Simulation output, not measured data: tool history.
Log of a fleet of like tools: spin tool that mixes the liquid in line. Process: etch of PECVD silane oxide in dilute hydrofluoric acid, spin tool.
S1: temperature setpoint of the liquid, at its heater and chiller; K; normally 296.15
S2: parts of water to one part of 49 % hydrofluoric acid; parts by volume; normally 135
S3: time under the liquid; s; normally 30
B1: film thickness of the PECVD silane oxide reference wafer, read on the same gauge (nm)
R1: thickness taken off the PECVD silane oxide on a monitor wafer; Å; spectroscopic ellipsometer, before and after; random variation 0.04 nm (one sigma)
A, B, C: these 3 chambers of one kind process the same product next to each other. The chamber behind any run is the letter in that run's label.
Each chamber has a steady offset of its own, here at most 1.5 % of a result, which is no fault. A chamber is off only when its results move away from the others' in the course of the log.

| run | day | S1 | S2 | S3 | B1 | R1 |
|---|---|---|---|---|---|---|
| 1C | 0.604 | 296.15 | 135 | 30 | 70.001 | 47.046 |
| 2B | 1.204 | 296.15 | 135 | 30 | 69.996 | 48.35 |
| 3A | 1.533 | 296.15 | 135 | 30 | 69.981 | 48.405 |
| 4A | 2.217 | 296.15 | 135 | 30 | 70.009 | 48.499 |
| 5C | 2.817 | 296.15 | 135 | 30 | 70.015 | 47.72 |
|  | 3.162 | chamber C: thermometer replaced |
| 6B | 3.283 | 296.15 | 135 | 30 | 69.981 | 47.407 |
| 7B | 3.925 | 296.15 | 135 | 30 | 69.991 | 47.626 |
| 8C | 4.358 | 296.15 | 135 | 30 | 69.996 | 46.797 |
| 9A | 4.967 | 296.15 | 135 | 30 | 69.994 | 47.921 |
| 10A | 5.283 | 296.15 | 135 | 30 | 70.014 | 48.219 |
| 11C | 5.708 | 296.15 | 135 | 30 | 69.982 | 46.36 |
| 12B | 6.183 | 296.15 | 135 | 30 | 70.017 | 47.698 |
| 13C | 6.738 | 296.15 | 135 | 30 | 69.994 | 45.452 |
| 14A | 7.325 | 296.15 | 135 | 30 | 70.001 | 48.181 |
| 15B | 7.912 | 296.15 | 135 | 30 | 69.987 | 47.912 |
| 16C | 8.492 | 296.15 | 135 | 30 | 69.973 | 44.71 |
| 17A | 9.062 | 296.15 | 135 | 30 | 70.019 | 48.625 |
| 18B | 9.45 | 298.65 | 135 | 30 | 70.002 | 53.106 |
| 19C | 9.875 | 298.65 | 135 | 30 | 69.974 | 48.707 |
| 20A | 10.546 | 298.65 | 135 | 30 | 70.046 | 52.788 |
| 21B | 10.933 | 296.15 | 135 | 30 | 69.963 | 47.616 |
| 22C | 11.412 | 296.15 | 90 | 15 | 69.994 | 35.121 |
| 23A | 11.992 | 296.15 | 90 | 15 | 70.021 | 37.797 |
| 24B | 12.3 | 296.15 | 90 | 15 | 69.983 | 38.095 |
| 25A | 12.712 | 296.15 | 135 | 30 | 70.019 | 47.758 |

Predict what each chamber gives when all 3 of them run the settings below next.
| 26A | 13.208 | 299.15 | 135 | 30 |  | ? |
| 26B | 13.208 | 299.15 | 135 | 30 |  | ? |
| 26C | 13.208 | 299.15 | 135 | 30 |  | ? |

| run | R1 |
|---|---|
| 26A | 53.99 |
| 26B | 53.131 |
| 26C | 48.384 |
